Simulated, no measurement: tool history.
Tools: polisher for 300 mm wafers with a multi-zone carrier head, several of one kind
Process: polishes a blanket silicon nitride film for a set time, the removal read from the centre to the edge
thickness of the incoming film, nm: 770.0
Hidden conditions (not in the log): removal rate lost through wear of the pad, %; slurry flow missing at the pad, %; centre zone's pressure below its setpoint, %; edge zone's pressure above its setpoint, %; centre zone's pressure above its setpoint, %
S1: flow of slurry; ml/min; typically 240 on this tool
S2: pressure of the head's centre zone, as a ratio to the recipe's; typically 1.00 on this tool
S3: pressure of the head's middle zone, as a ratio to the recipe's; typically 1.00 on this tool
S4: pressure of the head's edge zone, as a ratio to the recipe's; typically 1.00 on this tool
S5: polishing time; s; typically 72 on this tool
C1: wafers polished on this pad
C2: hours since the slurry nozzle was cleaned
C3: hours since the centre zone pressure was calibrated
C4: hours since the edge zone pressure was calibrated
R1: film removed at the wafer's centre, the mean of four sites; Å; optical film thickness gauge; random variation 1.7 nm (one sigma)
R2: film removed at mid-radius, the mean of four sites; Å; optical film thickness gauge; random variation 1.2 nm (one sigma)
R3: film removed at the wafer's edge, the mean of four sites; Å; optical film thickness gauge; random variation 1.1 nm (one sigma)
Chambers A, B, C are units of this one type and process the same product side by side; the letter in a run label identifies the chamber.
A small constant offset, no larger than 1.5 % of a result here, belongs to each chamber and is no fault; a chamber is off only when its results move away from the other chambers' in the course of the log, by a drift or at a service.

-- hour=5.1 chamber B: worn pad replaced by a new one
run 1C hour=8.0 | S1=240 S2=1.00 S3=1.00 S4=1.00 S5=72 | C1=922 C2=51.0 C3=425.7 C4=470.9 | R1=1248.0 R2=1239.9 R3=1216.7
run 2A hour=19.8 | S1=240 S2=1.00 S3=1.00 S4=1.00 S5=72 | C1=962 C2=390.8 C3=685.8 C4=1101.3 | R1=1196.2 R2=1253.8 R3=1229.6
-- hour=23.6 chamber C: worn pad replaced by a new one
run 3B hour=29.8 | S1=240 S2=1.00 S3=1.00 S4=1.00 S5=72 | C1=225 C2=125.2 C3=54.4 C4=36.5 | R1=1246.0 R2=1244.1 R3=1243.1
run 4C hour=38.5 | S1=240 S2=1.00 S3=1.00 S4=1.00 S5=72 | C1=136 C2=81.5 C3=456.2 C4=501.4 | R1=1255.9 R2=1226.1 R3=1231.7
run 5A hour=53.7 | S1=240 S2=1.00 S3=1.00 S4=1.00 S5=72 | C1=1271 C2=424.7 C3=719.7 C4=1135.2 | R1=1218.6 R2=1209.6 R3=1221.1
-- hour=54.3 chamber A: slurry nozzle cleaned
run 6B hour=64.7 | S1=240 S2=1.00 S3=1.00 S4=1.00 S5=72 | C1=543 C2=160.1 C3=89.3 C4=71.4 | R1=1230.9 R2=1228.0 R3=1262.0
run 7A hour=71.5 | S1=240 S2=1.00 S3=1.00 S4=1.00 S5=72 | C1=1433 C2=17.2 C3=737.5 C4=1153.0 | R1=1229.5 R2=1227.9 R3=1227.9
run 8B hour=79.6 | S1=240 S2=1.00 S3=1.00 S4=1.00 S5=72 | C1=679 C2=175.0 C3=104.2 C4=86.3 | R1=1229.6 R2=1222.5 R3=1255.1
-- hour=80.7 chamber B: worn pad replaced by a new one
-- hour=81.3 chamber A: worn pad replaced by a new one
run 9C hour=91.1 | S1=240 S2=1.00 S3=1.00 S4=1.00 S5=72 | C1=615 C2=134.1 C3=508.8 C4=554.0 | R1=1245.6 R2=1242.0 R3=1238.5
-- hour=103.0 chamber C: edge zone pressure recalibrated
run 10B hour=103.4 | S1=240 S2=1.00 S3=1.00 S4=1.00 S5=72 | C1=207 C2=198.8 C3=128.0 C4=110.1 | R1=1218.2 R2=1225.8 R3=1240.4
run 11A hour=111.8 | S1=240 S2=1.00 S3=1.00 S4=1.00 S5=72 | C1=278 C2=57.5 C3=777.8 C4=1193.3 | R1=1233.3 R2=1236.2 R3=1246.9
run 12C hour=119.3 | S1=240 S2=1.00 S3=1.00 S4=1.00 S5=72 | C1=872 C2=162.3 C3=537.0 C4=16.4 | R1=1241.2 R2=1246.5 R3=1241.2
-- hour=127.6 chamber C: centre zone pressure recalibrated
run 13C hour=128.5 | S1=240 S2=1.00 S3=1.00 S4=1.00 S5=72 | C1=956 C2=171.5 C3=0.9 C4=25.6 | R1=1128.2 R2=1246.1 R3=1225.4
run 14B hour=141.7 | S1=240 S2=1.00 S3=1.00 S4=1.00 S5=72 | C1=556 C2=237.1 C3=166.3 C4=148.4 | R1=1218.5 R2=1213.8 R3=1249.8
-- hour=146.9 chamber B: worn pad replaced by a new one
run 15A hour=149.9 | S1=240 S2=1.00 S3=1.00 S4=1.00 S5=72 | C1=625 C2=95.6 C3=815.9 C4=1231.4 | R1=1255.5 R2=1236.8 R3=1230.0
run 16C hour=161.4 | S1=240 S2=1.00 S3=1.00 S4=1.00 S5=72 | C1=1255 C2=204.4 C3=33.8 C4=58.5 | R1=1127.8 R2=1229.3 R3=1257.6
run 17B hour=168.5 | S1=195 S2=1.00 S3=1.00 S4=1.00 S5=72 | C1=197 C2=263.9 C3=193.1 C4=175.2 | R1=1191.3 R2=1213.9 R3=1242.9
-- hour=170.5 chamber C: worn pad replaced by a new one
run 18A hour=181.9 | S1=195 S2=1.00 S3=1.00 S4=1.00 S5=72 | C1=917 C2=127.6 C3=847.9 C4=1263.4 | R1=1186.0 R2=1188.3 R3=1209.5
run 19B hour=193.7 | S1=195 S2=1.00 S3=1.00 S4=1.00 S5=72 | C1=427 C2=289.1 C3=218.3 C4=200.4 | R1=1189.5 R2=1192.2 R3=1211.1
run 20A hour=206.7 | S1=240 S2=1.00 S3=1.07 S4=0.92 S5=72 | C1=1143 C2=152.4 C3=872.7 C4=1288.2 | R1=1233.5 R2=1314.8 R3=1183.4
-- hour=211.5 chamber B: worn pad replaced by a new one
run 21C hour=216.8 | S1=240 S2=1.00 S3=1.07 S4=0.92 S5=72 | C1=422 C2=259.8 C3=89.2 C4=113.9 | R1=1139.2 R2=1310.6 R3=1184.8
-- hour=217.4 chamber A: worn pad replaced by a new one
run 22B hour=226.8 | S1=240 S2=1.00 S3=1.07 S4=0.92 S5=72 | C1=140 C2=322.2 C3=251.4 C4=233.5 | R1=1223.3 R2=1325.1 R3=1182.5
run 23C hour=233.9 | S1=240 S2=1.00 S3=1.00 S4=1.00 S5=72 | C1=578 C2=276.9 C3=106.3 C4=131.0 | R1=1152.9 R2=1268.3 R3=1246.4
-- hour=237.4 chamber A: edge zone pressure recalibrated
run 24A hour=240.6 | S1=240 S2=1.00 S3=1.00 S4=1.00 S5=72 | C1=211 C2=186.3 C3=906.6 C4=3.2 | R1=1256.0 R2=1250.6 R3=1212.4

Decide between three cases: one chamber stands off from its peers, the gauge reading all wafers drifts, or nothing is wrong past each chamber's small offset. Where a chamber is off, say which and what most likely put it there.

A service left chamber C off against the others.
Cause: centre zone's pressure below its setpoint, % = 7.78.

Which of the 4 candidates below, each the usual settings with something changed and its results left as question marks, puts chamber C back in line with what the other chambers give on the usual settings?
A result is in line if it is within this distance of the other chambers' mean on the usual settings: R1 59.00 Å; R2 41.0 Å; R3 38.0 Å
run 25C-1 hour=251.7 | S1=245 S2=1.06 S3=0.98 S4=0.98 S5=73 | R1=? R2=? R3=?
run 25C-2 hour=251.7 | S1=250 S2=1.13 S3=0.97 S4=0.96 S5=73 | R1=? R2=? R3=?
run 25C-3 hour=251.7 | S1=230 S2=0.87 S3=1.03 S4=1.04 S5=71 | R1=? R2=? R3=?
run 25C-4 hour=251.7 | S1=235 S2=0.94 S3=1.02 S4=1.02 S5=71 | R1=? R2=? R3=?

On the usual settings, the other chambers give on average: R1 1225.40 Å; R2 1234.5 Å; R3 1238.2 Å
run=25C-1 R1=1239.20 R2=1239.1 R3=1247.0
run=25C-2 R1=1332.30 R2=1230.1 R3=1236.0
run=25C-3 R1=960.74 R2=1252.1 R3=1243.9
run=25C-4 R1=1050.30 R2=1244.0 R3=1233.6
25C-1 is the one that brings the chamber's results back in line with the other chambers.
